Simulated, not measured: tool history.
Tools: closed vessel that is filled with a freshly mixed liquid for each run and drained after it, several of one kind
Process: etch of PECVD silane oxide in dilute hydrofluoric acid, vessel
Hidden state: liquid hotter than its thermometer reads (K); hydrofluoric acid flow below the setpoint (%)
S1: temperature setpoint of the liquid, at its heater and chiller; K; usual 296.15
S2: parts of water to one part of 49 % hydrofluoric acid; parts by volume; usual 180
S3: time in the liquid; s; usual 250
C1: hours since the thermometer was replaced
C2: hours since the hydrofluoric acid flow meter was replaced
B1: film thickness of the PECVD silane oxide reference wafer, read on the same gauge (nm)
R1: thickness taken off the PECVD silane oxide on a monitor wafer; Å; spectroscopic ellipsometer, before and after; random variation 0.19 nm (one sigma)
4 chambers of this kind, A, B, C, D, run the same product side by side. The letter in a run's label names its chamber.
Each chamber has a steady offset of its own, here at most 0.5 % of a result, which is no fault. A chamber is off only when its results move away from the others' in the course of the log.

Run 1A, hour 4.4: usual settings; C1 2390.7; C2 1297.7; B1 39.983. Result: R1 280.32 Å.
Run 2C, hour 10.3: usual settings; C1 71.6; C2 382.1; B1 40.009. Result: R1 280.29 Å.
Run 3D, hour 18: usual settings; C1 290.8; C2 820.8; B1 40.036. Result: R1 280.97 Å.
Run 4B, hour 26.5: usual settings; C1 1642.1; C2 210.1; B1 39.964. Result: R1 276.05 Å.
Run 5A, hour 34.7: usual settings; C1 2421; C2 1328; B1 40.02. Result: R1 279.6 Å.
Run 6D, hour 39.4: usual settings; C1 312.2; C2 842.2; B1 40.07. Result: R1 280.02 Å.
Run 7C, hour 48: usual settings; C1 109.3; C2 419.8; B1 39.993. Result: R1 278.09 Å.
Run 8B, hour 53.1: usual settings; C1 1668.7; C2 236.7; B1 40.008. Result: R1 281.29 Å.
Run 9B, hour 61.2: usual settings; C1 1676.8; C2 244.8; B1 39.976. Result: R1 278.15 Å.
Run 10A, hour 65.7: usual settings; C1 2452; C2 1359; B1 40.031. Result: R1 282.33 Å.
Run 11C, hour 71.5: usual settings; C1 132.8; C2 443.3; B1 40.047. Result: R1 273.68 Å.
Run 12D, hour 79.5: usual settings; C1 352.3; C2 882.3; B1 39.954. Result: R1 280.01 Å.
Run 13B, hour 88: usual settings; C1 1703.6; C2 271.6; B1 39.99. Result: R1 278.69 Å.
Run 14A, hour 95: usual settings; C1 2481.3; C2 1388.3; B1 39.981. Result: R1 280.08 Å.
Run 15C, hour 99.2: usual settings; C1 160.5; C2 471; B1 39.994. Result: R1 268.56 Å.
At hour 104.1: chamber D: hydrofluoric acid flow meter replaced.
Run 16D, hour 105.1: usual settings but S2 155 parts by volume; C1 377.9; C2 1.1; B1 39.939. Result: R1 331.02 Å.
Run 17D, hour 114.6: usual settings but S2 155 parts by volume; C1 387.4; C2 10.6; B1 40.014. Result: R1 332.85 Å.
At hour 116.8: chamber A: thermometer replaced.
Run 18B, hour 121.9: usual settings but S2 155 parts by volume; C1 1737.5; C2 305.5; B1 40.002. Result: R1 335.4 Å.
Run 19A, hour 127.8: usual settings but S2 155 parts by volume; C1 11.1; C2 1421.1; B1 40.034. Result: R1 335.13 Å.
Run 20C, hour 133.8: usual settings; C1 195.1; C2 505.6; B1 40.004. Result: R1 270.54 Å.
Run 21A, hour 138.7: usual settings; C1 22; C2 1432; B1 39.976. Result: R1 277.95 Å.
Run 22D, hour 146.1: usual settings; C1 418.9; C2 42.1; B1 40.029. Result: R1 276.44 Å.
Run 23C, hour 152: usual settings; C1 213.3; C2 523.8; B1 39.97. Result: R1 273.9 Å.
Run 24B, hour 158.6: usual settings; C1 1774.2; C2 342.2; B1 40.009. Result: R1 275.67 Å.
Run 25A, hour 166.3: usual settings; C1 49.6; C2 1459.6; B1 39.996. Result: R1 278.82 Å.
Run 26C, hour 171.7: usual settings; C1 233; C2 543.5; B1 40.024. Result: R1 268.88 Å.
Run 27B, hour 178.6: usual settings; C1 1794.2; C2 362.2; B1 40.001. Result: R1 276.37 Å.
Run 28D, hour 187.9: usual settings; C1 460.7; C2 83.9; B1 39.973. Result: R1 277.37 Å.
Run 29D, hour 193.3: usual settings; C1 466.1; C2 89.3; B1 40.037. Result: R1 282.55 Å.
Run 30B, hour 198.4: usual settings; C1 1814; C2 382; B1 39.97. Result: R1 275.7 Å.
Run 31C, hour 206.5: usual settings; C1 267.8; C2 578.3; B1 39.963. Result: R1 266.7 Å.
Run 32A, hour 213.9: usual settings; C1 97.2; C2 1507.2; B1 40.02. Result: R1 281.88 Å.
Run 33C, hour 218.7: usual settings; C1 280; C2 590.5; B1 40.009. Result: R1 267.24 Å.
Run 34A, hour 223.5: usual settings; C1 106.8; C2 1516.8; B1 40.021. Result: R1 279.67 Å.
Run 35B, hour 231.4: usual settings; C1 1847; C2 415; B1 40.013. Result: R1 278.13 Å.
Run 36D, hour 237.6: usual settings; C1 510.4; C2 133.6; B1 40.046. Result: R1 276.95 Å.
Run 37D, hour 243.8: usual settings; C1 516.6; C2 139.8; B1 40.038. Result: R1 278.93 Å.
Run 38B, hour 252.3: usual settings but S1 298.65 K, S3 200 s; C1 1867.9; C2 435.9; B1 40.047. Result: R1 245.35 Å.

Is one chamber off against the others, does the gauge drift, or is nothing wrong? If a chamber is off, say which, and what the likeliest cause is.

Chamber C drifts away from the others.
Cause: hydrofluoric acid flow below the setpoint (%) = 5.4.
The log may not tell that from: liquid colder than its thermometer reads (K).

Here are 4 candidates for chamber C's next run, each the usual settings with a change, their results left as question marks. Which one brings its results back in line with what the others give on the usual settings?
In line means no further than this from the other chambers' mean on the usual settings: R1 6.5 Å
Run 39C-1, hour 259.1: usual settings but S1 295.65 K, S2 195 parts by volume. Result: R1 ?.
Run 39C-2, hour 259.1: usual settings but S1 297.65 K. Result: R1 ?.
Run 39C-3, hour 259.1: usual settings but S3 235 s. Result: R1 ?.
Run 39C-4, hour 259.1: usual settings but S3 280 s. Result: R1 ?.

The other chambers' mean on the usual settings: R1 279.1 Å
  run      R1
39C-1  233.26
39C-2  276.94
39C-3  246.34
39C-4  293.51
39C-2 brings the chamber back in line.

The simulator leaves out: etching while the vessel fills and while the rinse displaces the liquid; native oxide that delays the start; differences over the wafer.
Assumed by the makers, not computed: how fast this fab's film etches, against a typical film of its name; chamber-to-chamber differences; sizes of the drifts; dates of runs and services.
